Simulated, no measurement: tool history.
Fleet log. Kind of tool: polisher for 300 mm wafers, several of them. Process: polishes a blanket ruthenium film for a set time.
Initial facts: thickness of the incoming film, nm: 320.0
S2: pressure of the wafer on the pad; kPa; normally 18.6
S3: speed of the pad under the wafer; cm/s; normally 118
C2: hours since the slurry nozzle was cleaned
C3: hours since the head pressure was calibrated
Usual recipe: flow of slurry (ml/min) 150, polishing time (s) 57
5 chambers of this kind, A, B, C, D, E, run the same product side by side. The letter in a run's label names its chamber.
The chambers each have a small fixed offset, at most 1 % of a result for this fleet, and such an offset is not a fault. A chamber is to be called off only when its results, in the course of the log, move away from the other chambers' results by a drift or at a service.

At hour 4.6: chamber C: worn pad replaced by a new one.
At hour 10.6: chamber D: worn pad replaced by a new one.
Run 1C, hour 11.2: usual settings; wafers polished on this pad 83; C2 38.0; C3 20.6. Result: film removed (angstrom) 859.98.
At hour 18.3: chamber E: worn pad replaced by a new one.
At hour 18.9: chamber A: worn pad replaced by a new one.
Run 2D, hour 22.6: usual settings; wafers polished on this pad 153; C2 157.1; C3 1146.4. Result: film removed (angstrom) 853.99.
At hour 28.1: chamber B: worn pad replaced by a new one.
Run 3E, hour 30.0: usual settings; wafers polished on this pad 149; C2 480.1; C3 255.7. Result: film removed (angstrom) 847.73.
Run 4A, hour 39.9: usual settings; wafers polished on this pad 266; C2 157.8; C3 1070.4. Result: film removed (angstrom) 841.88.
Run 5B, hour 49.0: usual settings; wafers polished on this pad 264; C2 304.8; C3 53.6. Result: film removed (angstrom) 857.05.
Run 6E, hour 63.3: usual settings; wafers polished on this pad 571; C2 513.4; C3 289.0. Result: film removed (angstrom) 853.10.
Run 7D, hour 78.2: usual settings but flow of slurry (ml/min) 105; wafers polished on this pad 857; C2 212.7; C3 1202.0. Result: film removed (angstrom) 790.15.
At hour 78.9: chamber C: worn pad replaced by a new one.
At hour 78.9: chamber D: worn pad replaced by a new one.
Run 8B, hour 84.9: usual settings but flow of slurry (ml/min) 105; wafers polished on this pad 719; C2 340.7; C3 89.5. Result: film removed (angstrom) 811.05.
At hour 96.1: chamber E: worn pad replaced by a new one.
Run 9A, hour 97.6: usual settings but flow of slurry (ml/min) 105; wafers polished on this pad 998; C2 215.5; C3 1128.1. Result: film removed (angstrom) 789.16.
At hour 99.8: chamber A: worn pad replaced by a new one.
Run 10C, hour 106.7: usual settings but flow of slurry (ml/min) 105; wafers polished on this pad 352; C2 133.5; C3 116.1. Result: film removed (angstrom) 810.91.
Run 11B, hour 120.6: usual settings but flow of slurry (ml/min) 105; wafers polished on this pad 1172; C2 376.4; C3 125.2. Result: film removed (angstrom) 798.39.
Run 12A, hour 133.4: usual settings; wafers polished on this pad 426; C2 251.3; C3 1163.9. Result: film removed (angstrom) 840.79.
At hour 135.2: chamber B: worn pad replaced by a new one.
Run 13C, hour 147.6: usual settings but S2 15.2 kPa, polishing time (s) 63; wafers polished on this pad 871; C2 174.4; C3 157.0. Result: film removed (angstrom) 770.21.
At hour 151.4: chamber C: worn pad replaced by a new one.
At hour 154.2: chamber D: worn pad replaced by a new one.
Run 14D, hour 155.0: usual settings but S2 15.2 kPa, polishing time (s) 63; wafers polished on this pad 10; C2 289.5; C3 1278.8. Result: film removed (angstrom) 775.92.
Run 15E, hour 163.0: usual settings but S2 15.2 kPa, polishing time (s) 63; wafers polished on this pad 848; C2 613.1; C3 388.7. Result: film removed (angstrom) 761.37.
Run 16B, hour 169.7: usual settings but S2 15.2 kPa, polishing time (s) 63; wafers polished on this pad 437; C2 425.5; C3 174.3. Result: film removed (angstrom) 771.32.
At hour 175.8: chamber B: slurry nozzle cleaned.
At hour 176.9: chamber A: worn pad replaced by a new one.
At hour 181.8: chamber E: worn pad replaced by a new one.
Run 17C, hour 184.3: usual settings but S2 15.2 kPa, polishing time (s) 63; wafers polished on this pad 418; C2 211.1; C3 193.7. Result: film removed (angstrom) 762.40.
Run 18D, hour 194.0: usual settings; wafers polished on this pad 504; C2 328.5; C3 1317.8. Result: film removed (angstrom) 860.96.
Run 19A, hour 202.2: usual settings; wafers polished on this pad 321; C2 320.1; C3 1232.7. Result: film removed (angstrom) 851.70.
Run 20E, hour 214.1: usual settings; wafers polished on this pad 409; C2 664.2; C3 439.8. Result: film removed (angstrom) 853.65.
At hour 217.8: chamber C: worn pad replaced by a new one.
Run 21A, hour 224.8: usual settings; wafers polished on this pad 607; C2 342.7; C3 1255.3. Result: film removed (angstrom) 833.08.
Run 22C, hour 232.9: usual settings; wafers polished on this pad 191; C2 259.7; C3 242.3. Result: film removed (angstrom) 851.47.
At hour 235.8: chamber D: worn pad replaced by a new one.
Run 23B, hour 240.7: usual settings; wafers polished on this pad 1337; C2 64.9; C3 245.3. Result: film removed (angstrom) 869.62.
At hour 248.7: chamber B: worn pad replaced by a new one.
At hour 250.0: chamber A: worn pad replaced by a new one.
Run 24D, hour 251.9: usual settings but S2 14.5 kPa; wafers polished on this pad 204; C2 386.4; C3 1375.7. Result: film removed (angstrom) 678.43.
At hour 263.7: chamber E: worn pad replaced by a new one.
Run 25E, hour 266.1: usual settings but S2 14.5 kPa; wafers polished on this pad 31; C2 716.2; C3 491.8. Result: film removed (angstrom) 650.87.
At hour 269.7: chamber E: head pressure recalibrated.
Run 26D, hour 280.4: usual settings but S2 14.5 kPa; wafers polished on this pad 565; C2 414.9; C3 1404.2. Result: film removed (angstrom) 660.79.
Run 27E, hour 292.9: usual settings but S2 14.5 kPa; wafers polished on this pad 370; C2 743.0; C3 23.2. Result: film removed (angstrom) 671.19.
At hour 295.9: chamber C: worn pad replaced by a new one.
At hour 303.5: chamber D: worn pad replaced by a new one.
Run 28A, hour 303.6: usual settings but S2 14.5 kPa; wafers polished on this pad 680; C2 421.5; C3 1334.1. Result: film removed (angstrom) 665.86.
At hour 306.2: chamber D: head pressure recalibrated.
Run 29B, hour 318.8: usual settings but S2 22.1 kPa, polishing time (s) 68; wafers polished on this pad 889; C2 143.0; C3 323.4. Result: film removed (angstrom) 1212.80.
At hour 321.6: chamber A: worn pad replaced by a new one.
Run 30C, hour 334.0: usual settings but S2 22.1 kPa, polishing time (s) 68; wafers polished on this pad 483; C2 360.8; C3 343.4. Result: film removed (angstrom) 1205.50.
At hour 339.4: chamber E: worn pad replaced by a new one.
Run 31A, hour 344.8: usual settings but S2 22.1 kPa, polishing time (s) 68; wafers polished on this pad 294; C2 462.7; C3 1375.3. Result: film removed (angstrom) 1203.60.
At hour 347.0: chamber B: worn pad replaced by a new one.
Run 32D, hour 357.1: usual settings but S2 22.1 kPa, polishing time (s) 68; wafers polished on this pad 680; C2 491.6; C3 51.0. Result: film removed (angstrom) 1238.90.
Run 33E, hour 366.0: usual settings but S2 22.1 kPa, polishing time (s) 68; wafers polished on this pad 337; C2 816.1; C3 96.3. Result: film removed (angstrom) 1184.70.
At hour 373.9: chamber C: worn pad replaced by a new one.
Run 34B, hour 375.1: usual settings but flow of slurry (ml/min) 105, S2 22.8 kPa; wafers polished on this pad 356; C2 199.3; C3 379.7. Result: film removed (angstrom) 978.52.
Run 35C, hour 383.4: usual settings but flow of slurry (ml/min) 105, S2 22.8 kPa; wafers polished on this pad 120; C2 410.2; C3 392.8. Result: film removed (angstrom) 972.43.

What goes on in this fleet: one chamber off, a drifting gauge, or nothing beyond the chambers' own small offsets? Name the chamber and the cause, if any.

Neither any chamber nor the gauge drifts; the chambers differ only by their own small, steady offsets.
